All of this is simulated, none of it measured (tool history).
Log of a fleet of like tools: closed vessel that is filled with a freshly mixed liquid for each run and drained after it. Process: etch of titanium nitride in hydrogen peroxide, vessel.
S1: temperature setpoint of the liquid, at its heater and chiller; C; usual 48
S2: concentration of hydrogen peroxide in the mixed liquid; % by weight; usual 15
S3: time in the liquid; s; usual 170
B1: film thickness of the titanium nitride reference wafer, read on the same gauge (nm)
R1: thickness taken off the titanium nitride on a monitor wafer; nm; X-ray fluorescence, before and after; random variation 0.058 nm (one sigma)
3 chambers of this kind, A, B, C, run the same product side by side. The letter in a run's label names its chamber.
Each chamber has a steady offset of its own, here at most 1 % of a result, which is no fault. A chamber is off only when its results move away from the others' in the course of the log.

run,hour,S1,S2,S3,B1,R1
1B,10.3,48,15,170,99.998,10.939
2C,22.6,48,15,170,100,10.646
3A,35.5,48,15,170,100.02,10.782
4C,46.7,48,15,170,99.973,10.699
5A,56.5,48,15,170,100.03,10.893
6B,64.1,48,15,170,99.993,10.792
7B,72.2,48,15,170,99.987,10.897
8A,79.1,48,15,170,99.979,10.92
9C,87.5,48,15,170,100.02,10.723
10A,100.8,48,18,170,100.01,11.203
# hour 106.7: chamber B: new drum of peroxide connected
# hour 106.9: chamber A: new drum of peroxide connected
11C,114.2,48,18,170,100,11.141
12B,123.3,48,18,170,100.01,11.24
13B,135.5,48,15,170,99.999,10.797
14C,146.5,48,15,170,100.02,10.684
15A,153.5,48,15,170,100.02,10.839
16A,162.8,48,15,170,100,10.873
17C,174.5,39.5,15,170,100.04,5.4754
18B,180.8,39.5,15,170,99.983,5.7811
19A,190.5,39.5,15,170,99.966,5.8165
20C,197,48,15,170,100,10.591
# hour 200.3: chamber A: thermometer replaced
21B,209.1,48,15,170,100,10.799
22B,221.4,39.5,15,170,99.971,5.769
23A,235.1,39.5,15,170,99.99,5.7303
24C,246.6,39.5,15,170,99.982,5.4415
25A,252.7,48,15,170,100.01,10.868
26C,262.5,48,15,170,99.965,10.366
27B,272.4,38.5,15,170,99.98,5.3429
28B,286.5,38.5,15,170,100.03,5.3306
29A,294.2,38.5,15,170,100.01,5.3454
30C,307.5,48,15,170,100.01,10.288
31A,318.4,48,15,170,99.986,10.733
32C,326.4,48,15,170,99.995,10.191
33B,332.6,48,15,170,99.986,10.716
34A,341.9,48,12,170,100.01,10.313
35C,355,48,12,170,99.959,9.5931
36B,366.7,48,12,170,100.02,10.33
37A,378.9,48,15,170,99.971,10.839
38B,386.3,48,15,170,99.969,10.789
39C,397.1,48,12,170,100.03,9.5467
40B,403.9,48,12,170,100.04,10.217

All 3 chambers run these settings next. Forecast each chamber's results:
41A,414,48,15,170,,?
41B,414,48,15,170,,?
41C,414,48,15,170,,?

run,R1
41A,10.82
41B,10.799
41C,10.094

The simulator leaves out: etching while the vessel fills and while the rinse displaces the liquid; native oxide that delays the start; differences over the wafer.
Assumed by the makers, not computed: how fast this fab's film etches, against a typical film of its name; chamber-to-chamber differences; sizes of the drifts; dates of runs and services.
